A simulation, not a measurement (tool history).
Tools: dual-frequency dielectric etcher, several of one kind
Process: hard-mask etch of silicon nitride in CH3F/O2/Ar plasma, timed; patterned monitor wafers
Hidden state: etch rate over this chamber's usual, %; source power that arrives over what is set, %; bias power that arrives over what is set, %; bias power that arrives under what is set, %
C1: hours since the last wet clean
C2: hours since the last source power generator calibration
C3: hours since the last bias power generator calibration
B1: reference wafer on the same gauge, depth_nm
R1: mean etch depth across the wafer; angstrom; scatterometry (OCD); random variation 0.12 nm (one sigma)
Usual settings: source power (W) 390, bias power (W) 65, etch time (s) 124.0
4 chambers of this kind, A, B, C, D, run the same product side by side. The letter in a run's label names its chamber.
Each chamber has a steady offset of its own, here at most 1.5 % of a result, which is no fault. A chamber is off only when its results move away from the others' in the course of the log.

Run 1C, hour 13.5: usual settings; C1 270.1; C2 2124.3; C3 1791.2; B1 78.839. Result: R1 839.72 angstrom.
Run 2A, hour 23.8: usual settings; C1 273.1; C2 2948.4; C3 389.3; B1 78.857. Result: R1 833.52 angstrom.
Run 3D, hour 32.6: usual settings; C1 241.5; C2 2759.4; C3 1443.3; B1 78.872. Result: R1 839.09 angstrom.
Run 4B, hour 46.6: usual settings; C1 218.6; C2 330.3; C3 151.6; B1 78.899. Result: R1 824.06 angstrom.
Run 5A, hour 58.1: usual settings but bias power (W) 58; C1 307.4; C2 2982.7; C3 423.6; B1 78.915. Result: R1 803.32 angstrom.
Run 6C, hour 71.2: usual settings but bias power (W) 58; C1 327.8; C2 2182.0; C3 1848.9; B1 78.916. Result: R1 811.37 angstrom.
Run 7B, hour 83.1: usual settings but bias power (W) 58; C1 255.1; C2 366.8; C3 188.1; B1 78.969. Result: R1 794.19 angstrom.
Run 8D, hour 94.9: usual settings but bias power (W) 58; C1 303.8; C2 2821.7; C3 1505.6; B1 78.966. Result: R1 807.28 angstrom.
Run 9A, hour 101.6: usual settings; C1 350.9; C2 3026.2; C3 467.1; B1 78.986. Result: R1 834.36 angstrom.
Run 10C, hour 114.8: usual settings; C1 371.4; C2 2225.6; C3 1892.5; B1 79.009. Result: R1 843.72 angstrom.
Run 11B, hour 122.1: usual settings; C1 294.1; C2 405.8; C3 227.1; B1 79.004. Result: R1 827.13 angstrom.
Run 12D, hour 131.5: usual settings but etch time (s) 158.5; C1 340.4; C2 2858.3; C3 1542.2; B1 79.035. Result: R1 1070.10 angstrom.
Run 13A, hour 144.7: usual settings but etch time (s) 158.5; C1 394.0; C2 3069.3; C3 510.2; B1 79.090. Result: R1 1069.80 angstrom.
Run 14D, hour 155.4: usual settings but etch time (s) 158.5; C1 364.3; C2 2882.2; C3 1566.1; B1 79.086. Result: R1 1073.60 angstrom.
Run 15B, hour 165.9: usual settings but etch time (s) 158.5; C1 337.9; C2 449.6; C3 270.9; B1 79.089. Result: R1 1059.80 angstrom.
Run 16C, hour 173.4: usual settings; C1 430.0; C2 2284.2; C3 1951.1; B1 79.134. Result: R1 843.01 angstrom.
Run 17C, hour 182.0: usual settings; C1 438.6; C2 2292.8; C3 1959.7; B1 79.091. Result: R1 844.78 angstrom.
Run 18B, hour 190.8: usual settings; C1 362.8; C2 474.5; C3 295.8; B1 79.131. Result: R1 826.62 angstrom.
At hour 194.6: chamber C: wet clean of the chamber.
Run 19D, hour 199.6: usual settings but etch time (s) 152.5; C1 408.5; C2 2926.4; C3 1610.3; B1 79.160. Result: R1 1034.70 angstrom.
At hour 206.7: chamber A: wet clean of the chamber.
Run 20A, hour 212.5: usual settings but etch time (s) 152.5; C1 5.9; C2 3137.1; C3 578.0; B1 79.169. Result: R1 1029.90 angstrom.
At hour 221.1: chamber C: source power generator calibrated.
Run 21D, hour 224.0: usual settings but etch time (s) 152.5; C1 432.9; C2 2950.8; C3 1634.7; B1 79.203. Result: R1 1033.50 angstrom.
Run 22C, hour 231.9: usual settings but etch time (s) 152.5; C1 37.3; C2 10.8; C3 2009.6; B1 79.212. Result: R1 1038.90 angstrom.
At hour 237.0: chamber B: wet clean of the chamber.
Run 23A, hour 238.6: usual settings; C1 32.0; C2 3163.2; C3 604.1; B1 79.256. Result: R1 836.22 angstrom.
Run 24B, hour 252.3: usual settings; C1 15.3; C2 536.0; C3 357.3; B1 79.241. Result: R1 828.53 angstrom.

Is one chamber off against the others, does the gauge drift, or is nothing wrong? If a chamber is off, say which, and what the likeliest cause is.

The gauge drifts, so all chambers seem to drift together. No chamber is off.
Cause: gauge reads high (%) = 0.593.
